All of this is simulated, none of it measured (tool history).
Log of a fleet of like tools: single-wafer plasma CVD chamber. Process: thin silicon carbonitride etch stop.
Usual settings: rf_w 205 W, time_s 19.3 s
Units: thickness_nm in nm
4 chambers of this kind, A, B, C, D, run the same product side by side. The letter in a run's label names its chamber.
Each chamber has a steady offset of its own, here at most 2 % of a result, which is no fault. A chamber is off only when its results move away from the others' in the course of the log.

run,hour,rf_w,time_s,hours since the last thermocouple change,hours since the last RF generator calibration,"read-back reference wafer on the same gauge, thickness_nm",thickness_nm
1B,3.5,205,19.3,364.8,988.7,11.297,11.2530
2A,8.9,205,19.3,1116.0,470.3,11.298,11.0890
3C,16.2,205,19.3,592.0,55.5,11.293,11.0550
4D,20.6,205,19.3,1002.0,984.3,11.293,11.1430
5D,27.8,205,19.3,1009.2,991.5,11.292,11.1310
6A,32.3,205,19.3,1139.4,493.7,11.289,11.0770
7B,37.3,205,19.3,398.6,1022.5,11.286,11.2560
8C,44.6,185,18.0,620.4,83.9,11.287,9.9940
9C,52.2,185,18.0,628.0,91.5,11.279,9.9915
10A,55.9,185,18.0,1163.0,517.3,11.283,10.0080
11D,62.4,185,18.0,1043.8,1026.1,11.283,10.0800
12B,67.5,205,19.3,428.8,1052.7,11.280,11.2300
13A,74.3,205,19.3,1181.4,535.7,11.275,11.0520
14D,80.6,205,19.3,1062.0,1044.3,11.278,11.0990
15B,84.6,245,19.3,445.9,1069.8,11.274,11.8390
16C,91.6,245,19.3,667.4,130.9,11.270,11.6710
17C,97.2,245,19.3,673.0,136.5,11.270,11.6550
18D,101.1,245,19.3,1082.5,1064.8,11.269,11.6990
19B,105.8,205,19.3,467.1,1091.0,11.271,11.2340
20A,112.8,205,19.3,1219.9,574.2,11.265,11.0380
21D,118.2,205,19.3,1099.6,1081.9,11.265,11.1060
22C,124.9,205,19.3,700.7,164.2,11.264,11.0360
23A,130.0,185,15.7,1237.1,591.4,11.258,8.6903
24B,137.0,185,15.7,498.3,1122.2,11.258,8.8628
25C,141.6,185,15.7,717.4,180.9,11.258,8.6973
26D,145.3,185,15.7,1126.7,1109.0,11.254,8.7459
27B,152.4,205,19.3,513.7,1137.6,11.256,11.2250
28A,160.2,205,19.3,1267.3,621.6,11.251,11.0360

What goes on in this fleet: one chamber off, a drifting gauge, or nothing beyond the chambers' own small offsets? Name the chamber and the cause, if any.

The gauge drifts, so all chambers seem to drift together. No chamber is off.
Cause: gauge reads low (%) = 0.451.
